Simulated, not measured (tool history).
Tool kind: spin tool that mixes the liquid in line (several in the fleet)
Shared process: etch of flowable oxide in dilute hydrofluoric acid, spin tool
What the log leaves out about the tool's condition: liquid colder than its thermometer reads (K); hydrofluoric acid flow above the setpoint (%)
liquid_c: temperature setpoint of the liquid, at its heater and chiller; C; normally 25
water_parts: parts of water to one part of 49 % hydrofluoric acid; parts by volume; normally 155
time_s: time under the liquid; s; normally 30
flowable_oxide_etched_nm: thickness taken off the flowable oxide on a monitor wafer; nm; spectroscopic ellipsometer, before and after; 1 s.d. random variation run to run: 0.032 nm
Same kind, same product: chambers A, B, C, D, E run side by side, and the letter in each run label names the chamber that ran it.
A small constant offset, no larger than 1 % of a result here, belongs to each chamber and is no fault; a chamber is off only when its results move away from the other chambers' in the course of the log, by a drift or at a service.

run,hour,liquid_c,water_parts,time_s,hours since the thermometer was replaced,hours since the hydrofluoric acid flow meter was replaced,"read-back film thickness of the flowable oxide reference wafer, read on the same gauge (nm)",flowable_oxide_etched_nm
1A,9.7,25,155,30,576.3,271.6,70.011,8.617
2B,16.4,25,155,30,1821.1,269.6,69.984,8.7109
3E,21.4,25,155,30,75.6,1199.7,70.001,8.6455
4D,31.3,25,155,30,1199.2,294.3,70.014,8.5605
5C,36.4,25,155,30,443.9,359.1,69.956,8.6322
6A,42.3,25,155,30,608.9,304.2,69.991,8.6896
7D,49.2,25,155,30,1217.1,312.2,70.017,8.5136
8C,58.9,25,155,30,466.4,381.6,70.009,8.6803
9B,67.4,25,155,30,1872.1,320.6,70.005,8.6723
10E,76.5,25,155,30,130.7,1254.8,70.017,8.68
11A,82.2,25,155,30,648.8,344.1,69.999,8.6822
12C,87.3,25,155,30,494.8,410,69.996,8.6574
13E,93.9,25,155,30,148.1,1272.2,69.979,8.6127
14B,101.4,25,155,30,1906.1,354.6,69.99,8.6587
15D,107.3,29,155,50,1275.2,370.3,69.985,16.63
16E,112.3,29,155,50,166.5,1290.6,69.987,16.774
17B,118.2,29,155,50,1922.9,371.4,70,16.649
18D,124.4,29,155,50,1292.3,387.4,70.053,16.525
19A,132.3,29,155,50,698.9,394.2,70.008,16.685
20C,138.8,25,155,30,546.3,461.5,70.01,8.6139
# hour 145.4: chamber B: hydrofluoric acid flow meter replaced
21E,147.2,25,155,30,201.4,1325.5,70.018,8.5925
22D,153.9,25,155,30,1321.8,416.9,69.945,8.5865
23B,163.4,25,155,30,1968.1,18.1,70.014,8.6982
24A,172.1,25,155,30,738.7,434,69.984,8.6095
25C,178.8,25,155,30,586.3,501.5,70.008,8.6755
26C,188.5,25,155,30,596,511.2,69.972,8.671
27A,197.7,25,155,30,764.3,459.6,69.977,8.6215
28B,204.8,25,155,30,2009.5,59.5,69.992,8.6438
29D,211.8,25,155,30,1379.7,474.8,69.967,8.5441
30E,220.8,25,155,30,275,1399.1,70.026,8.6318
31D,225.6,25,155,30,1393.5,488.6,69.999,8.5842
32A,233.2,25,155,30,799.8,495.1,69.965,8.628

All 5 chambers run these settings next. Forecast each chamber's results:
33A,240.6,28.5,155,30,,,,?
33B,240.6,28.5,155,30,,,,?
33C,240.6,28.5,155,30,,,,?
33D,240.6,28.5,155,30,,,,?
33E,240.6,28.5,155,30,,,,?

run,flowable_oxide_etched_nm
33A,9.8998
33B,9.8667
33C,9.7754
33D,9.6791
33E,9.7998
